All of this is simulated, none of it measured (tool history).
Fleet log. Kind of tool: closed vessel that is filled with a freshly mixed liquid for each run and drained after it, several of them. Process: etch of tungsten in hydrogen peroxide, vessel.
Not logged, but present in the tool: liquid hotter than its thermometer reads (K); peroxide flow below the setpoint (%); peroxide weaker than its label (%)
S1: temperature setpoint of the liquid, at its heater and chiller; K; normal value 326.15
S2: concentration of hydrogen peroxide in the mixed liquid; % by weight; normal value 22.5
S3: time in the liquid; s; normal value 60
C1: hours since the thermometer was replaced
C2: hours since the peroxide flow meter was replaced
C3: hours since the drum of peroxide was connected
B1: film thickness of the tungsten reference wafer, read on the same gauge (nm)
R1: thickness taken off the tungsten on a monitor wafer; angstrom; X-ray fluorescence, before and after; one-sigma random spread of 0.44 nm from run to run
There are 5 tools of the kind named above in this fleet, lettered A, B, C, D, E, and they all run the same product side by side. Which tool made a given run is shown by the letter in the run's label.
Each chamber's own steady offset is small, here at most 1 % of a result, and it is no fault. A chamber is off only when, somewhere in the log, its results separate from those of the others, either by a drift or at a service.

{"run": "1A", "hour": 4.3, "S1": 326.15, "S2": 22.5, "S3": 60, "C1": 244.8, "C2": 774.1, "C3": 271.2, "B1": 80.0, "R1": 1148.4}
{"run": "2E", "hour": 8.1, "S1": 326.15, "S2": 22.5, "S3": 60, "C1": 12.9, "C2": 381.2, "C3": 184.1, "B1": 80.011, "R1": 1148.6}
{"run": "3D", "hour": 13.4, "S1": 326.15, "S2": 22.5, "S3": 60, "C1": 566.6, "C2": 508.0, "C3": 305.2, "B1": 79.991, "R1": 1159.1}
{"run": "4C", "hour": 16.4, "S1": 326.15, "S2": 22.5, "S3": 60, "C1": 1018.2, "C2": 375.8, "C3": 1109.4, "B1": 80.003, "R1": 1151.6}
{"run": "5B", "hour": 19.9, "S1": 326.15, "S2": 27.5, "S3": 90, "C1": 199.0, "C2": 264.5, "C3": 68.3, "B1": 80.021, "R1": 1920.3}
{"run": "6C", "hour": 23.1, "S1": 326.15, "S2": 27.5, "S3": 90, "C1": 1024.9, "C2": 382.5, "C3": 1116.1, "B1": 80.014, "R1": 1900.4}
{"run": "7A", "hour": 28.7, "S1": 326.15, "S2": 27.5, "S3": 90, "C1": 269.2, "C2": 798.5, "C3": 295.6, "B1": 80.013, "R1": 1898.4}
{"run": "8B", "hour": 32.4, "S1": 326.15, "S2": 27.5, "S3": 90, "C1": 211.5, "C2": 277.0, "C3": 80.8, "B1": 79.997, "R1": 1933.6}
{"run": "9D", "hour": 35.6, "S1": 326.15, "S2": 27.5, "S3": 90, "C1": 588.8, "C2": 530.2, "C3": 327.4, "B1": 79.986, "R1": 1911.1}
{"hour": 35.9, "done": "chamber C: new drum of peroxide connected"}
{"run": "10E", "hour": 38.8, "S1": 326.15, "S2": 22.5, "S3": 60, "C1": 43.6, "C2": 411.9, "C3": 214.8, "B1": 79.98, "R1": 1141.4}
{"run": "11D", "hour": 43.3, "S1": 326.15, "S2": 22.5, "S3": 60, "C1": 596.5, "C2": 537.9, "C3": 335.1, "B1": 80.006, "R1": 1158.2}
{"run": "12C", "hour": 48.3, "S1": 333.65, "S2": 22.5, "S3": 40, "C1": 1050.1, "C2": 407.7, "C3": 12.5, "B1": 80.007, "R1": 1193.6}
{"hour": 48.8, "done": "chamber D: thermometer replaced"}
{"run": "13E", "hour": 52.6, "S1": 333.65, "S2": 22.5, "S3": 40, "C1": 57.4, "C2": 425.7, "C3": 228.6, "B1": 80.002, "R1": 1174.9}
{"run": "14A", "hour": 55.7, "S1": 333.65, "S2": 22.5, "S3": 40, "C1": 296.2, "C2": 825.5, "C3": 322.6, "B1": 80.021, "R1": 1166.6}
{"run": "15B", "hour": 60.1, "S1": 333.65, "S2": 22.5, "S3": 40, "C1": 239.2, "C2": 304.7, "C3": 108.5, "B1": 80.049, "R1": 1198.5}
{"run": "16A", "hour": 63.6, "S1": 333.65, "S2": 22.5, "S3": 40, "C1": 304.1, "C2": 833.4, "C3": 330.5, "B1": 79.993, "R1": 1167.1}
{"run": "17C", "hour": 67.5, "S1": 333.15, "S2": 22.5, "S3": 60, "C1": 1069.3, "C2": 426.9, "C3": 31.7, "B1": 80.012, "R1": 1737.7}
{"run": "18B", "hour": 71.4, "S1": 333.15, "S2": 22.5, "S3": 60, "C1": 250.5, "C2": 316.0, "C3": 119.8, "B1": 80.013, "R1": 1754.0}
{"run": "19D", "hour": 73.9, "S1": 333.15, "S2": 22.5, "S3": 60, "C1": 25.2, "C2": 568.5, "C3": 365.7, "B1": 80.005, "R1": 1749.1}
{"run": "20E", "hour": 77.8, "S1": 333.15, "S2": 22.5, "S3": 60, "C1": 82.6, "C2": 450.9, "C3": 253.8, "B1": 79.993, "R1": 1701.1}
{"run": "21C", "hour": 83.5, "S1": 333.15, "S2": 22.5, "S3": 60, "C1": 1085.3, "C2": 442.9, "C3": 47.7, "B1": 79.997, "R1": 1731.9}
{"run": "22E", "hour": 86.7, "S1": 326.15, "S2": 22.5, "S3": 60, "C1": 91.5, "C2": 459.8, "C3": 262.7, "B1": 79.976, "R1": 1141.8}
{"run": "23B", "hour": 92.4, "S1": 326.15, "S2": 22.5, "S3": 60, "C1": 271.5, "C2": 337.0, "C3": 140.8, "B1": 80.003, "R1": 1166.9}
{"run": "24A", "hour": 97.6, "S1": 322.15, "S2": 22.5, "S3": 60, "C1": 338.1, "C2": 867.4, "C3": 364.5, "B1": 80.017, "R1": 887.99}
{"run": "25D", "hour": 101.2, "S1": 322.15, "S2": 22.5, "S3": 60, "C1": 52.5, "C2": 595.8, "C3": 393.0, "B1": 79.987, "R1": 906.05}
{"run": "26C", "hour": 104.6, "S1": 322.15, "S2": 22.5, "S3": 60, "C1": 1106.4, "C2": 464.0, "C3": 68.8, "B1": 79.991, "R1": 894.52}
{"run": "27B", "hour": 109.7, "S1": 322.15, "S2": 22.5, "S3": 60, "C1": 288.8, "C2": 354.3, "C3": 158.1, "B1": 80.016, "R1": 909.84}
{"run": "28E", "hour": 115.2, "S1": 322.15, "S2": 22.5, "S3": 60, "C1": 120.0, "C2": 488.3, "C3": 291.2, "B1": 79.99, "R1": 899.87}
{"run": "29A", "hour": 117.9, "S1": 326.15, "S2": 22.5, "S3": 60, "C1": 358.4, "C2": 887.7, "C3": 384.8, "B1": 79.999, "R1": 1119.6}
{"run": "30D", "hour": 121.7, "S1": 326.15, "S2": 22.5, "S3": 60, "C1": 73.0, "C2": 616.3, "C3": 413.5, "B1": 80.001, "R1": 1159.1}
{"run": "31B", "hour": 125.0, "S1": 326.15, "S2": 22.5, "S3": 60, "C1": 304.1, "C2": 369.6, "C3": 173.4, "B1": 80.042, "R1": 1162.7}
{"run": "32C", "hour": 127.9, "S1": 320.65, "S2": 22.5, "S3": 60, "C1": 1129.7, "C2": 487.3, "C3": 92.1, "B1": 80.012, "R1": 821.87}
{"run": "33D", "hour": 130.8, "S1": 320.65, "S2": 22.5, "S3": 60, "C1": 82.1, "C2": 625.4, "C3": 422.6, "B1": 80.007, "R1": 829.85}

Next, all 5 chambers run the settings below, one line each with question marks for the results. What does each chamber give?
{"run": "34A", "hour": 134.9, "S1": 326.15, "S2": 22.5, "S3": 95, "R1": "?"}
{"run": "34B", "hour": 134.9, "S1": 326.15, "S2": 22.5, "S3": 95, "R1": "?"}
{"run": "34C", "hour": 134.9, "S1": 326.15, "S2": 22.5, "S3": 95, "R1": "?"}
{"run": "34D", "hour": 134.9, "S1": 326.15, "S2": 22.5, "S3": 95, "R1": "?"}
{"run": "34E", "hour": 134.9, "S1": 326.15, "S2": 22.5, "S3": 95, "R1": "?"}

run=34A R1=1751.70
run=34B R1=1840.70
run=34C R1=1814.40
run=34D R1=1831.20
run=34E R1=1807.30
